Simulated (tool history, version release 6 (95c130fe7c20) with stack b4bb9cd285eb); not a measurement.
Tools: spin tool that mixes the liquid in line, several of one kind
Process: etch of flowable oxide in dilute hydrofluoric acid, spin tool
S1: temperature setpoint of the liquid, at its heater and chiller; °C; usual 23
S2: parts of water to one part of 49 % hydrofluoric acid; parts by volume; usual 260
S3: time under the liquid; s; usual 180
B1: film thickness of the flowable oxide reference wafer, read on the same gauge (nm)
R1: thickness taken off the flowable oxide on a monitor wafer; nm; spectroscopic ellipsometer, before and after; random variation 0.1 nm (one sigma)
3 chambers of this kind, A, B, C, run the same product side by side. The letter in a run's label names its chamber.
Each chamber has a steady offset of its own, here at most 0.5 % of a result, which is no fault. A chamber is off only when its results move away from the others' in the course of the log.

Run 1C, day 0.2: usual settings; B1 90.013. Result: R1 13.228 nm.
Run 2A, day 0.442: usual settings; B1 89.992. Result: R1 13.361 nm.
Run 3B, day 0.775: usual settings; B1 90.006. Result: R1 13.303 nm.
Run 4C, day 1.088: usual settings; B1 90.027. Result: R1 13.314 nm.
Run 5B, day 1.496: usual settings; B1 89.992. Result: R1 13.045 nm.
Run 6A, day 1.688: usual settings; B1 89.998. Result: R1 13.287 nm.
Run 7A, day 1.942: usual settings; B1 90.016. Result: R1 13.305 nm.
Run 8C, day 2.15: usual settings; B1 89.994. Result: R1 13.232 nm.
Run 9B, day 2.404: usual settings; B1 89.995. Result: R1 12.943 nm.
Run 10A, day 2.612: usual settings; B1 90.007. Result: R1 13.164 nm.
Run 11B, day 2.946: usual settings; B1 89.975. Result: R1 13.152 nm.
Run 12C, day 3.296: usual settings; B1 89.971. Result: R1 13.468 nm.
Run 13B, day 3.525: usual settings but S2 170 parts by volume, S3 95 s; B1 90.001. Result: R1 11.521 nm.
Run 14C, day 3.858: usual settings but S2 170 parts by volume, S3 95 s; B1 90.029. Result: R1 11.679 nm.
Run 15A, day 4.054: usual settings but S2 170 parts by volume, S3 95 s; B1 89.997. Result: R1 11.95 nm.
Run 16B, day 4.354: usual settings; B1 89.999. Result: R1 13.177 nm.
Run 17A, day 4.55: usual settings; B1 89.983. Result: R1 13.394 nm.
Run 18C, day 4.871: usual settings; B1 90.005. Result: R1 13.373 nm.
Run 19C, day 5.188: usual settings; B1 90.027. Result: R1 13.232 nm.
Run 20B, day 5.379: usual settings; B1 89.999. Result: R1 13.077 nm.
Run 21A, day 5.8: usual settings; B1 89.998. Result: R1 13.541 nm.
Run 22C, day 6.125: usual settings; B1 89.996. Result: R1 13.234 nm.

Is one chamber off against the others, does the gauge drift, or is nothing wrong? If a chamber is off, say which, and what the likeliest cause is.

No chamber stands off beyond its own small offset, and the gauge holds steady.
